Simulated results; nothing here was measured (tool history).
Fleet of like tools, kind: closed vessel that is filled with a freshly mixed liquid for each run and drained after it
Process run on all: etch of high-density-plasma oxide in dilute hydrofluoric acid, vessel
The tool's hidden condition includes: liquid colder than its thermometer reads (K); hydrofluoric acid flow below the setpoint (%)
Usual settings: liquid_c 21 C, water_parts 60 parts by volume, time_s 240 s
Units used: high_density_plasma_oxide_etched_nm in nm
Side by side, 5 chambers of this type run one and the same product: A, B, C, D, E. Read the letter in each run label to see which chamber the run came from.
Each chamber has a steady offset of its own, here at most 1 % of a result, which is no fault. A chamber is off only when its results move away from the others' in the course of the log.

| run | hour | liquid_c | water_parts | time_s | hours since the thermometer was replaced | hours since the hydrofluoric acid flow meter was replaced | read-back film thickness of the high-density-plasma oxide reference wafer, read on the same gauge (nm) | high_density_plasma_oxide_etched_nm |
|---|---|---|---|---|---|---|---|---|
| 1D | 9.2 | 21 | 60 | 240 | 728.9 | 915.2 | 100.02 | 33.319 |
| 2A | 19.2 | 21 | 60 | 240 | 573.5 | 1069.4 | 99.989 | 33.765 |
| 3B | 26 | 21 | 60 | 240 | 240.5 | 170.3 | 99.998 | 33.799 |
| 4C | 39 | 21 | 60 | 240 | 464.3 | 454.9 | 100.02 | 33.234 |
| 5E | 52.2 | 21 | 60 | 240 | 518.5 | 599.1 | 100 | 33.55 |
| 6B | 64.2 | 21 | 60 | 240 | 278.7 | 208.5 | 99.98 | 33.882 |
| 7D | 78.3 | 21 | 60 | 240 | 798 | 984.3 | 100 | 33.314 |
| 8C | 85.3 | 21 | 60 | 240 | 510.6 | 501.2 | 99.999 | 33.534 |
| 9E | 95.9 | 21 | 60 | 240 | 562.2 | 642.8 | 99.995 | 33.714 |
| 10A | 103.1 | 21 | 60 | 240 | 657.4 | 1153.3 | 99.995 | 33.472 |
| 11C | 113.7 | 21 | 60 | 240 | 539 | 529.6 | 99.981 | 33.319 |
| 12D | 125.8 | 21 | 60 | 240 | 845.5 | 1031.8 | 100 | 33.535 |
| 13A | 132.4 | 21 | 60 | 240 | 686.7 | 1182.6 | 100 | 33.609 |
| 14B | 144.6 | 21 | 60 | 240 | 359.1 | 288.9 | 100 | 33.888 |
|  | 145 | chamber A: thermometer replaced |
| 15E | 157 | 21 | 60 | 240 | 623.3 | 703.9 | 99.983 | 33.46 |
| 16C | 165.2 | 21 | 60 | 240 | 590.5 | 581.1 | 99.953 | 33.493 |
| 17A | 174.1 | 21 | 60 | 240 | 29.1 | 1224.3 | 100 | 33.655 |
| 18B | 181 | 21 | 60 | 240 | 395.5 | 325.3 | 100.01 | 33.833 |
| 19E | 192.3 | 21 | 60 | 240 | 658.6 | 739.2 | 100.01 | 33.774 |
| 20D | 199.1 | 21 | 60 | 240 | 918.8 | 1105.1 | 99.986 | 33.517 |
|  | 212.9 | chamber A: hydrofluoric acid flow meter replaced |
| 21B | 213.1 | 18.5 | 60 | 240 | 427.6 | 357.4 | 100 | 30.327 |
| 22E | 222.5 | 18.5 | 60 | 240 | 688.8 | 769.4 | 99.979 | 30.165 |
| 23C | 229.4 | 18.5 | 60 | 240 | 654.7 | 645.3 | 99.963 | 30.116 |
| 24D | 240.8 | 18.5 | 60 | 240 | 960.5 | 1146.8 | 99.997 | 29.996 |
| 25A | 251.5 | 18.5 | 60 | 240 | 106.5 | 38.7 | 99.988 | 30.226 |
| 26D | 259.6 | 21 | 60 | 240 | 979.3 | 1165.6 | 99.985 | 33.48 |
| 27E | 272.1 | 21 | 80 | 355 | 738.4 | 819 | 100 | 36.093 |
| 28B | 284.9 | 21 | 80 | 355 | 499.4 | 429.2 | 99.981 | 36.492 |
| 29A | 295.9 | 21 | 80 | 355 | 150.9 | 83.1 | 99.999 | 36.343 |
|  | 298 | chamber D: thermometer replaced |
| 30C | 307.1 | 21 | 80 | 355 | 732.4 | 723 | 99.991 | 36.23 |
| 31A | 314.1 | 21 | 80 | 355 | 169.1 | 101.3 | 99.963 | 36.325 |
| 32B | 328.1 | 21 | 60 | 240 | 542.6 | 472.4 | 100.01 | 33.881 |
| 33C | 339.2 | 21 | 60 | 240 | 764.5 | 755.1 | 100.01 | 33.246 |
| 34E | 345.5 | 21 | 60 | 240 | 811.8 | 892.4 | 99.991 | 33.479 |
| 35D | 352.7 | 21 | 60 | 240 | 54.8 | 1258.7 | 100.02 | 33.592 |

Predict what each chamber gives when all 5 of them run the settings below next.
| 36A | 362.9 | 23.5 | 60 | 240 |  |  |  | ? |
| 36B | 362.9 | 23.5 | 60 | 240 |  |  |  | ? |
| 36C | 362.9 | 23.5 | 60 | 240 |  |  |  | ? |
| 36D | 362.9 | 23.5 | 60 | 240 |  |  |  | ? |
| 36E | 362.9 | 23.5 | 60 | 240 |  |  |  | ? |

| run | high_density_plasma_oxide_etched_nm |
|---|---|
| 36A | 37.405 |
| 36B | 37.493 |
| 36C | 36.963 |
| 36D | 37.057 |
| 36E | 37.17 |
